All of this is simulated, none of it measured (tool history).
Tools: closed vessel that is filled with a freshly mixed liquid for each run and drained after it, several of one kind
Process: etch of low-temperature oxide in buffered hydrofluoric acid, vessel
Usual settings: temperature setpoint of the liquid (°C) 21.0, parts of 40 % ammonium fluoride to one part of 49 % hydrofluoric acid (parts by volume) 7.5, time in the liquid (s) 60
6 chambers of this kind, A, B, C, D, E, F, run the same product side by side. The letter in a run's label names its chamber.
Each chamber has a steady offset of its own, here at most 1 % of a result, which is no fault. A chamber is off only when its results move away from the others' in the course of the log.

| run | hour | temperature setpoint of the liquid (°C) | parts of 40 % ammonium fluoride to one part of 49 % hydrofluoric acid (parts by volume) | time in the liquid (s) | hours since the thermometer was replaced | hours since the hydrofluoric acid flow meter was replaced | read-back film thickness of the low-temperature oxide reference wafer, read on the same gauge (nm) | thickness taken off the low-temperature oxide on a monitor wafer (Å) |
|---|---|---|---|---|---|---|---|---|
| 1D | 2.7 | 21.0 | 7.5 | 60 | 1360.5 | 320.9 | 49.973 | 2396.8 |
| 2A | 5.4 | 21.0 | 7.5 | 60 | 378.0 | 325.1 | 49.998 | 2386.5 |
| 3C | 9.2 | 21.0 | 7.5 | 60 | 679.8 | 83.8 | 50.014 | 2348.5 |
| 4F | 14.4 | 21.0 | 7.5 | 60 | 394.5 | 2120.6 | 49.984 | 2398.6 |
| 5B | 19.7 | 21.0 | 7.5 | 60 | 524.1 | 612.9 | 50.039 | 2372.0 |
| 6E | 23.8 | 21.0 | 7.5 | 60 | 373.9 | 501.2 | 49.998 | 2402.0 |
| 7B | 27.8 | 21.0 | 7.5 | 60 | 532.2 | 621.0 | 50.004 | 2351.3 |
| 8E | 32.7 | 21.0 | 7.5 | 60 | 382.8 | 510.1 | 50.053 | 2353.5 |
| 9F | 37.4 | 21.0 | 7.5 | 60 | 417.5 | 2143.6 | 49.986 | 2402.5 |
| 10A | 42.2 | 21.0 | 7.5 | 60 | 414.8 | 361.9 | 50.006 | 2371.5 |
| 11C | 47.3 | 21.0 | 7.5 | 60 | 717.9 | 121.9 | 50.052 | 2396.5 |
| 12D | 50.2 | 21.0 | 7.5 | 60 | 1408.0 | 368.4 | 49.966 | 2380.5 |
| 13D | 54.9 | 21.0 | 7.5 | 60 | 1412.7 | 373.1 | 49.964 | 2410.5 |
| 14B | 58.2 | 21.0 | 7.5 | 60 | 562.6 | 651.4 | 50.002 | 2360.2 |
| 15F | 60.6 | 21.0 | 7.5 | 60 | 440.7 | 2166.8 | 50.000 | 2374.3 |
| 16E | 63.0 | 21.0 | 7.5 | 60 | 413.1 | 540.4 | 50.022 | 2362.7 |
| 17C | 65.3 | 21.0 | 7.5 | 60 | 735.9 | 139.9 | 49.967 | 2376.3 |
| 18A | 67.7 | 21.0 | 6.5 | 60 | 440.3 | 387.4 | 49.927 | 2740.3 |
| 19E | 71.6 | 21.0 | 6.5 | 60 | 421.7 | 549.0 | 50.016 | 2712.5 |
| 20D | 74.8 | 21.0 | 6.5 | 60 | 1432.6 | 393.0 | 49.963 | 2762.9 |
| 21B | 77.8 | 21.0 | 6.5 | 60 | 582.2 | 671.0 | 50.008 | 2728.5 |
| 22A | 81.2 | 21.0 | 6.5 | 60 | 453.8 | 400.9 | 50.031 | 2755.0 |
| 23F | 85.9 | 21.0 | 6.5 | 60 | 466.0 | 2192.1 | 50.001 | 2732.9 |
| 24C | 88.2 | 21.0 | 7.5 | 60 | 758.8 | 162.8 | 50.004 | 2348.7 |
|  | 88.5 | chamber F: hydrofluoric acid flow meter replaced |
| 25C | 92.5 | 21.0 | 7.5 | 60 | 763.1 | 167.1 | 50.023 | 2365.4 |
| 26D | 95.2 | 17.0 | 7.5 | 85 | 1453.0 | 413.4 | 50.040 | 2707.6 |
| 27F | 97.7 | 17.0 | 7.5 | 85 | 477.8 | 9.3 | 49.985 | 2692.5 |
| 28E | 102.6 | 17.0 | 7.5 | 85 | 452.7 | 580.0 | 49.995 | 2625.2 |
| 29A | 107.3 | 17.0 | 7.5 | 85 | 479.9 | 427.0 | 49.989 | 2683.5 |
| 30B | 112.0 | 17.0 | 7.5 | 85 | 616.4 | 705.2 | 49.993 | 2660.7 |
| 31F | 114.3 | 17.0 | 7.5 | 85 | 494.4 | 25.9 | 49.961 | 2706.6 |
| 32C | 119.6 | 21.0 | 7.5 | 60 | 790.2 | 194.2 | 49.957 | 2383.4 |
| 33B | 122.1 | 21.0 | 7.5 | 60 | 626.5 | 715.3 | 49.960 | 2318.5 |
| 34E | 126.1 | 21.0 | 7.5 | 60 | 476.2 | 603.5 | 50.005 | 2236.7 |
| 35A | 129.9 | 21.0 | 7.5 | 60 | 502.5 | 449.6 | 50.036 | 2374.9 |
| 36D | 134.5 | 21.0 | 7.5 | 60 | 1492.3 | 452.7 | 50.018 | 2414.0 |
| 37C | 138.9 | 21.0 | 7.5 | 60 | 809.5 | 213.5 | 49.965 | 2408.4 |
| 38D | 142.6 | 21.0 | 7.5 | 60 | 1500.4 | 460.8 | 49.984 | 2393.3 |
| 39B | 145.8 | 17.5 | 7.5 | 60 | 650.2 | 739.0 | 49.989 | 1910.4 |
| 40A | 149.0 | 17.5 | 7.5 | 60 | 521.6 | 468.7 | 50.051 | 1942.8 |
| 41F | 154.2 | 17.5 | 7.5 | 60 | 534.3 | 65.8 | 50.018 | 1970.1 |
| 42E | 157.4 | 17.5 | 7.5 | 60 | 507.5 | 634.8 | 50.019 | 1816.4 |

All 6 chambers run these settings next. Forecast each chamber's results:
| 43A | 161.2 | 19.0 | 7.5 | 60 |  |  |  | ? |
| 43B | 161.2 | 19.0 | 7.5 | 60 |  |  |  | ? |
| 43C | 161.2 | 19.0 | 7.5 | 60 |  |  |  | ? |
| 43D | 161.2 | 19.0 | 7.5 | 60 |  |  |  | ? |
| 43E | 161.2 | 19.0 | 7.5 | 60 |  |  |  | ? |
| 43F | 161.2 | 19.0 | 7.5 | 60 |  |  |  | ? |

| run | thickness taken off the low-temperature oxide on a monitor wafer (Å) |
|---|---|
| 43A | 2122.9 |
| 43B | 2078.1 |
| 43C | 2102.9 |
| 43D | 2110.2 |
| 43E | 1942.1 |
| 43F | 2135.2 |

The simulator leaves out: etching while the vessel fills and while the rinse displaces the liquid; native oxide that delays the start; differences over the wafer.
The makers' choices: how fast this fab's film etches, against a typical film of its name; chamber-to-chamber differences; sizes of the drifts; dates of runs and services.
